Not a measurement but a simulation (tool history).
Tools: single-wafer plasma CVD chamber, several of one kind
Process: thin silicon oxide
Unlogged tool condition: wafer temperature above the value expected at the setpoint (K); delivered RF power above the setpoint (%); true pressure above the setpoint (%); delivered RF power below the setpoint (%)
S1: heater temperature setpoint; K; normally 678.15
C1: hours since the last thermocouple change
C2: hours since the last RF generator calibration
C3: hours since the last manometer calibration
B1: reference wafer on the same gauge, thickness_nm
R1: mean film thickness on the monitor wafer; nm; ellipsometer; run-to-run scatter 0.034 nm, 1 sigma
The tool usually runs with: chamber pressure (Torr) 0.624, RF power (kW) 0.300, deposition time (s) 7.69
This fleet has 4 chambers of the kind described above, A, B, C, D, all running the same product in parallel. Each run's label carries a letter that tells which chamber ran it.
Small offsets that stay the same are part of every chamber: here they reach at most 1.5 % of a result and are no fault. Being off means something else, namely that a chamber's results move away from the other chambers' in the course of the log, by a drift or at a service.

{"run": "1A", "hour": 2.8, "S1": 678.15, "chamber pressure (Torr)": 0.624, "RF power (kW)": 0.3, "deposition time (s)": 7.69, "C1": 2334.6, "C2": 674.8, "C3": 773.8, "B1": 11.096, "R1": 11.055}
{"run": "2B", "hour": 8.2, "S1": 678.15, "chamber pressure (Torr)": 0.624, "RF power (kW)": 0.3, "deposition time (s)": 7.69, "C1": 2124.2, "C2": 752.8, "C3": 126.5, "B1": 11.101, "R1": 10.785}
{"run": "3D", "hour": 12.6, "S1": 678.15, "chamber pressure (Torr)": 0.624, "RF power (kW)": 0.3, "deposition time (s)": 7.69, "C1": 1587.8, "C2": 855.3, "C3": 1891.8, "B1": 11.097, "R1": 10.806}
{"run": "4C", "hour": 17.5, "S1": 678.15, "chamber pressure (Torr)": 0.624, "RF power (kW)": 0.3, "deposition time (s)": 7.69, "C1": 523.0, "C2": 328.7, "C3": 386.9, "B1": 11.1, "R1": 10.847}
{"run": "5D", "hour": 22.7, "S1": 678.15, "chamber pressure (Torr)": 0.624, "RF power (kW)": 0.3, "deposition time (s)": 7.69, "C1": 1597.9, "C2": 865.4, "C3": 1901.9, "B1": 11.098, "R1": 10.841}
{"run": "6B", "hour": 26.5, "S1": 678.15, "chamber pressure (Torr)": 0.558, "RF power (kW)": 0.3, "deposition time (s)": 7.69, "C1": 2142.5, "C2": 771.1, "C3": 144.8, "B1": 11.092, "R1": 9.5354}
{"run": "7A", "hour": 31.5, "S1": 678.15, "chamber pressure (Torr)": 0.558, "RF power (kW)": 0.3, "deposition time (s)": 7.69, "C1": 2363.3, "C2": 703.5, "C3": 802.5, "B1": 11.098, "R1": 9.7007}
{"run": "8C", "hour": 34.5, "S1": 678.15, "chamber pressure (Torr)": 0.558, "RF power (kW)": 0.3, "deposition time (s)": 7.69, "C1": 540.0, "C2": 345.7, "C3": 403.9, "B1": 11.095, "R1": 9.6024}
{"run": "9C", "hour": 37.2, "S1": 678.15, "chamber pressure (Torr)": 0.558, "RF power (kW)": 0.3, "deposition time (s)": 7.69, "C1": 542.7, "C2": 348.4, "C3": 406.6, "B1": 11.094, "R1": 9.5616}
{"run": "10A", "hour": 40.8, "S1": 678.15, "chamber pressure (Torr)": 0.624, "RF power (kW)": 0.3, "deposition time (s)": 7.69, "C1": 2372.6, "C2": 712.8, "C3": 811.8, "B1": 11.094, "R1": 11.132}
{"run": "11B", "hour": 44.9, "S1": 678.15, "chamber pressure (Torr)": 0.624, "RF power (kW)": 0.3, "deposition time (s)": 7.69, "C1": 2160.9, "C2": 789.5, "C3": 163.2, "B1": 11.096, "R1": 10.785}
{"run": "12D", "hour": 49.2, "S1": 678.15, "chamber pressure (Torr)": 0.624, "RF power (kW)": 0.3, "deposition time (s)": 7.69, "C1": 1624.4, "C2": 891.9, "C3": 1928.4, "B1": 11.102, "R1": 10.863}
{"run": "13A", "hour": 52.2, "S1": 678.15, "chamber pressure (Torr)": 0.624, "RF power (kW)": 0.3, "deposition time (s)": 7.69, "C1": 2384.0, "C2": 724.2, "C3": 823.2, "B1": 11.101, "R1": 11.082}
{"run": "14D", "hour": 56.1, "S1": 678.15, "chamber pressure (Torr)": 0.624, "RF power (kW)": 0.275, "deposition time (s)": 6.21, "C1": 1631.3, "C2": 898.8, "C3": 1935.3, "B1": 11.098, "R1": 8.4501}
{"run": "15B", "hour": 61.6, "S1": 678.15, "chamber pressure (Torr)": 0.624, "RF power (kW)": 0.275, "deposition time (s)": 6.21, "C1": 2177.6, "C2": 806.2, "C3": 179.9, "B1": 11.103, "R1": 8.4204}
{"run": "16C", "hour": 65.0, "S1": 678.15, "chamber pressure (Torr)": 0.624, "RF power (kW)": 0.275, "deposition time (s)": 6.21, "C1": 570.5, "C2": 376.2, "C3": 434.4, "B1": 11.102, "R1": 8.4898}
{"run": "17A", "hour": 68.7, "S1": 678.15, "chamber pressure (Torr)": 0.624, "RF power (kW)": 0.275, "deposition time (s)": 6.21, "C1": 2400.5, "C2": 740.7, "C3": 839.7, "B1": 11.103, "R1": 8.6039}
{"run": "18B", "hour": 72.6, "S1": 678.15, "chamber pressure (Torr)": 0.624, "RF power (kW)": 0.3, "deposition time (s)": 7.69, "C1": 2188.6, "C2": 817.2, "C3": 190.9, "B1": 11.104, "R1": 10.8}
{"run": "19D", "hour": 75.4, "S1": 678.15, "chamber pressure (Torr)": 0.624, "RF power (kW)": 0.3, "deposition time (s)": 7.69, "C1": 1650.6, "C2": 918.1, "C3": 1954.6, "B1": 11.107, "R1": 10.826}
{"run": "20C", "hour": 80.8, "S1": 678.15, "chamber pressure (Torr)": 0.624, "RF power (kW)": 0.26, "deposition time (s)": 8.55, "C1": 586.3, "C2": 392.0, "C3": 450.2, "B1": 11.103, "R1": 11.399}
{"run": "21A", "hour": 85.8, "S1": 678.15, "chamber pressure (Torr)": 0.624, "RF power (kW)": 0.26, "deposition time (s)": 8.55, "C1": 2417.6, "C2": 757.8, "C3": 856.8, "B1": 11.102, "R1": 11.44}
{"run": "22D", "hour": 89.0, "S1": 678.15, "chamber pressure (Torr)": 0.624, "RF power (kW)": 0.26, "deposition time (s)": 8.55, "C1": 1664.2, "C2": 931.7, "C3": 1968.2, "B1": 11.097, "R1": 11.23}
{"run": "23C", "hour": 92.3, "S1": 678.15, "chamber pressure (Torr)": 0.624, "RF power (kW)": 0.26, "deposition time (s)": 8.55, "C1": 597.8, "C2": 403.5, "C3": 461.7, "B1": 11.097, "R1": 11.375}
{"run": "24B", "hour": 94.6, "S1": 678.15, "chamber pressure (Torr)": 0.624, "RF power (kW)": 0.3, "deposition time (s)": 7.69, "C1": 2210.6, "C2": 839.2, "C3": 212.9, "B1": 11.097, "R1": 10.791}
{"run": "25D", "hour": 97.5, "S1": 678.15, "chamber pressure (Torr)": 0.624, "RF power (kW)": 0.3, "deposition time (s)": 7.69, "C1": 1672.7, "C2": 940.2, "C3": 1976.7, "B1": 11.088, "R1": 10.768}
{"run": "26A", "hour": 101.0, "S1": 678.15, "chamber pressure (Torr)": 0.624, "RF power (kW)": 0.3, "deposition time (s)": 7.69, "C1": 2432.8, "C2": 773.0, "C3": 872.0, "B1": 11.096, "R1": 11.044}
{"run": "27B", "hour": 105.7, "S1": 678.15, "chamber pressure (Torr)": 0.624, "RF power (kW)": 0.3, "deposition time (s)": 7.69, "C1": 2221.7, "C2": 850.3, "C3": 224.0, "B1": 11.097, "R1": 10.8}
{"run": "28C", "hour": 108.3, "S1": 678.15, "chamber pressure (Torr)": 0.624, "RF power (kW)": 0.3, "deposition time (s)": 7.69, "C1": 613.8, "C2": 419.5, "C3": 477.7, "B1": 11.094, "R1": 10.88}
{"run": "29A", "hour": 112.3, "S1": 678.15, "chamber pressure (Torr)": 0.624, "RF power (kW)": 0.3, "deposition time (s)": 7.69, "C1": 2444.1, "C2": 784.3, "C3": 883.3, "B1": 11.095, "R1": 11.099}
{"run": "30C", "hour": 115.7, "S1": 678.15, "chamber pressure (Torr)": 0.624, "RF power (kW)": 0.3, "deposition time (s)": 7.69, "C1": 621.2, "C2": 426.9, "C3": 485.1, "B1": 11.101, "R1": 10.906}
{"run": "31D", "hour": 120.8, "S1": 678.15, "chamber pressure (Torr)": 0.624, "RF power (kW)": 0.3, "deposition time (s)": 7.69, "C1": 1696.0, "C2": 963.5, "C3": 2000.0, "B1": 11.109, "R1": 10.858}
{"run": "32B", "hour": 125.8, "S1": 678.15, "chamber pressure (Torr)": 0.624, "RF power (kW)": 0.35, "deposition time (s)": 7.69, "C1": 2241.8, "C2": 870.4, "C3": 244.1, "B1": 11.097, "R1": 11.532}
{"run": "33A", "hour": 128.5, "S1": 678.15, "chamber pressure (Torr)": 0.624, "RF power (kW)": 0.35, "deposition time (s)": 7.69, "C1": 2460.3, "C2": 800.5, "C3": 899.5, "B1": 11.091, "R1": 11.744}

Is one chamber off against the others, does the gauge drift, or is nothing wrong? If a chamber is off, say which, and what the likeliest cause is.

Nothing is wrong: each chamber keeps only its own small, steady offset and the gauge holds still.

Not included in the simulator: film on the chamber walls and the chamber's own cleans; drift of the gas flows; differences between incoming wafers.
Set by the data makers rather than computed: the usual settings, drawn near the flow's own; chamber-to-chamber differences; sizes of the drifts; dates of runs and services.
